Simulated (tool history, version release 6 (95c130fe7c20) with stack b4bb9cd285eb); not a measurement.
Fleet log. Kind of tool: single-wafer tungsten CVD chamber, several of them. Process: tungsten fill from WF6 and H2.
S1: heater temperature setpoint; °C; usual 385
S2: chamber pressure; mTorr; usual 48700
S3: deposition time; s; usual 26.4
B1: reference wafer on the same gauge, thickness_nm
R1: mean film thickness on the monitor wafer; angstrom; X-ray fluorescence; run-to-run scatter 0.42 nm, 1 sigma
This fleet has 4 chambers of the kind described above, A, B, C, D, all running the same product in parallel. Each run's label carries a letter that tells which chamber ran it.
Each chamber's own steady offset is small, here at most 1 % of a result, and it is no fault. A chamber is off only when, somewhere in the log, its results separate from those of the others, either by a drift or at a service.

run,day,S1,S2,S3,B1,R1
1C,0.196,385,48700,26.4,81.235,709.55
2D,0.342,385,48700,26.4,81.374,725.96
3B,0.596,385,48700,26.4,81.376,709.67
4A,0.712,385,48700,26.4,81.358,724.53
5A,0.954,385,48700,26.4,81.285,730.35
6B,1.162,377,37500,26.4,81.360,547.25
7D,1.317,377,37500,26.4,81.276,549.72
8C,1.529,377,37500,26.4,81.342,539.94
9B,1.712,377,37500,26.4,81.364,541.59
10D,1.888,385,48700,26.4,81.306,729.02
11C,2.054,385,48700,22.4,81.277,609.24
12A,2.183,385,48700,22.4,81.305,620.59
13B,2.412,385,48700,22.4,81.420,605.33
14D,2.533,385,48700,22.4,81.216,612.02
15C,2.758,385,48700,26.4,81.261,710.55
16A,2.988,385,48700,26.4,81.361,726.51
17B,3.171,385,48700,26.4,81.340,721.36
18D,3.404,385,48700,26.4,81.203,726.89
19A,3.558,385,48700,26.4,81.240,720.03
20C,3.671,385,48700,26.4,81.236,709.46
21A,3.929,378,48700,30.7,81.345,735.52
22D,4.117,378,48700,30.7,81.361,723.96
23C,4.267,378,48700,30.7,81.256,723.64
24B,4.479,378,48700,30.7,81.242,718.08
25B,4.700,385,48700,26.4,81.300,718.20
26A,4.912,385,60300,22.7,81.419,689.41
# day 5.033: chamber D: capacitance manometer re-zeroed and calibrated
27D,5.083,385,60300,22.7,81.209,687.14
28C,5.250,385,60300,22.7,81.184,671.99

Next, every chamber runs the same settings. What will each give?
29A,5.433,385,48700,24.4,,?
29B,5.433,385,48700,24.4,,?
29C,5.433,385,48700,24.4,,?
29D,5.433,385,48700,24.4,,?

run,R1
29A,663.11
29B,660.64
29C,666.63
29D,672.59

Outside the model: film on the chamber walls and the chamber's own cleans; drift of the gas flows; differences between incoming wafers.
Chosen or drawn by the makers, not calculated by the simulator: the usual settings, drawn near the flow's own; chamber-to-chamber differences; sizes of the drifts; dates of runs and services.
